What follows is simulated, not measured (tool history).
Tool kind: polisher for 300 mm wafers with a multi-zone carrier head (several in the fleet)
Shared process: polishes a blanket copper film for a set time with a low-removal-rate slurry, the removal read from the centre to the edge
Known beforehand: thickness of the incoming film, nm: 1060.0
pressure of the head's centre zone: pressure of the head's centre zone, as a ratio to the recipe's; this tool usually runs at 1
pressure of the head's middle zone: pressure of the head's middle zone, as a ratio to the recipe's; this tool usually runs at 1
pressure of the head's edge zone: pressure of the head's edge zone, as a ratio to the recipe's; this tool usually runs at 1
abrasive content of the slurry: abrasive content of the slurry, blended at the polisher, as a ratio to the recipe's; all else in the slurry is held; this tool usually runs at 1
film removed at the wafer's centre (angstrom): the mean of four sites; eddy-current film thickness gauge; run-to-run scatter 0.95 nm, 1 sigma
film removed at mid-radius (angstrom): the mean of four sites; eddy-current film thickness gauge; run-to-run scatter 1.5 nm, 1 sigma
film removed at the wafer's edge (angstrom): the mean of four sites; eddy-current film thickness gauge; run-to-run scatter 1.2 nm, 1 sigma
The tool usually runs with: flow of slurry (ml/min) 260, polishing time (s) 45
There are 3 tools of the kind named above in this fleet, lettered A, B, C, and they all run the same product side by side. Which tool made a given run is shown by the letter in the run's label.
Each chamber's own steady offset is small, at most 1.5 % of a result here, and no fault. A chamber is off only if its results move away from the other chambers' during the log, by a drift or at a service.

run	hour	flow of slurry (ml/min)	pressure of the head's centre zone	pressure of the head's middle zone	pressure of the head's edge zone	abrasive content of the slurry	polishing time (s)	film removed at the wafer's centre (angstrom)	film removed at mid-radius (angstrom)	film removed at the wafer's edge (angstrom)
1B	5	260	1	1	1	1	45	1008.9	1012.7	1011.4
2C	11.5	260	1	1	1	1	45	1019.6	1012.4	1014.3
# hour 12.8: chamber A: slurry nozzle cleaned
3A	17.8	260	1	1	1	1	45	1005.6	1040.6	1023
4B	21.5	260	1	1	1	1	45	997.62	1016.8	1010.8
5A	27.1	260	1	1	1	1	45	1011.2	1002.4	1020.9
6C	32.7	260	1	1	1	1	45	1017.9	984.32	983.35
7A	37.7	260	1	1	1	1	45	1010.1	994.05	1028.5
8C	42.4	260	1	1	1	1	45	1011.7	1004.1	997.74
# hour 43.2: chamber B: centre zone pressure recalibrated
9B	47.7	260	1	1	1	1	45	1015	1023.3	986.34
10B	51.2	260	1	1	1	1	45	1019.9	1006.5	1024.5
11C	55.2	260	1	1.1	1	1	45	1016.1	1077.8	982.54
12A	61.6	260	1	1.1	1	1	45	1019.6	1098.2	1017.3
13A	67.7	260	1	1.1	1	1	45	1010.4	1098	1000.4
14C	71.8	260	1.09	1	1	1	45	1112	994.32	1005.6
15B	75.7	260	1.09	1	1	1	45	1108.9	980.17	1007.2
16B	82.2	260	1.09	1	1	1	45	1114.4	1008.2	1011.6
# hour 86.4: chamber B: worn pad replaced by a new one
17C	87.8	260	1	1	1	1	45	1009.9	997.03	992.78
18A	93	260	1	1	1	1	45	991.97	993.18	1002.6
19B	96.8	260	1	1	1	1	45	1021.4	998.89	1015.7
20C	103.2	260	1	1	1	1	45	1001.7	988.26	986.83
21A	106.5	340	1	1	1	1	45	1004.9	1032	990.43
22B	112.7	340	1	1	1	1	45	1050.4	1054.1	1030.8
# hour 113.8: chamber C: worn pad replaced by a new one
23C	119.7	340	1	1	1	1	45	1054.8	1040	994.28
24A	125.1	260	1	1	1	1	45	979.23	981.04	986.13
25B	130.6	260	1	1	1	1	45	1005.5	997.04	1017.6
# hour 136.7: chamber A: centre zone pressure recalibrated
26C	137	260	1	1	1	1	45	1027.9	988.29	978.98
27A	143.8	260	1	1	1	0.85	45	929.56	927.66	945.42
28C	149.9	260	1	1	1	0.85	45	989.16	975.15	950.34
29B	154.2	260	1	1	1	0.85	45	975.13	977.64	968.8
30A	159.3	260	1	1	1	1	45	933.22	947.42	941.59
31B	166	260	1	1	1	1	45	998.83	993.5	1008.5
# hour 166.5: chamber B: worn pad replaced by a new one
32C	170.3	260	1	1	1	1	45	1024.3	984.21	983.56
33A	174.9	260	1	1	1	1	45	922.16	952.11	922.2
34B	178.1	260	1	1	1	1	45	1011.3	993.87	1006.6
35C	183.3	260	1	1	1	1	45	1020.8	979.87	996.28
36A	187	260	1	1	1	1	45	912.36	909.86	916.89
37B	193.3	260	1	1	1	1	45	1007.7	1000.6	993.15
38A	198.9	260	1	1	1	1	45	909.37	894.19	904.7
39C	203.2	345	1	1	1	1.15	45	1099.7	1059.3	1059.2
40B	206.7	345	1	1	1	1.15	45	1080.5	1066.3	1036.4
41A	213.4	345	1	1	1	1.15	45	940.04	950.18	951.01

The same settings go to every chamber for the next run, one line per chamber below. Forecast the results for each:
42A	218.5	260	1	1	1	1	45	?	?	?
42B	218.5	260	1	1	1	1	45	?	?	?
42C	218.5	260	1	1	1	1	45	?	?	?

run	film removed at the wafer's centre (angstrom)	film removed at mid-radius (angstrom)	film removed at the wafer's edge (angstrom)
42A	879.48	902.75	897.7
42B	1010.9	990.51	992.93
42C	1019.1	1018.2	1001.4
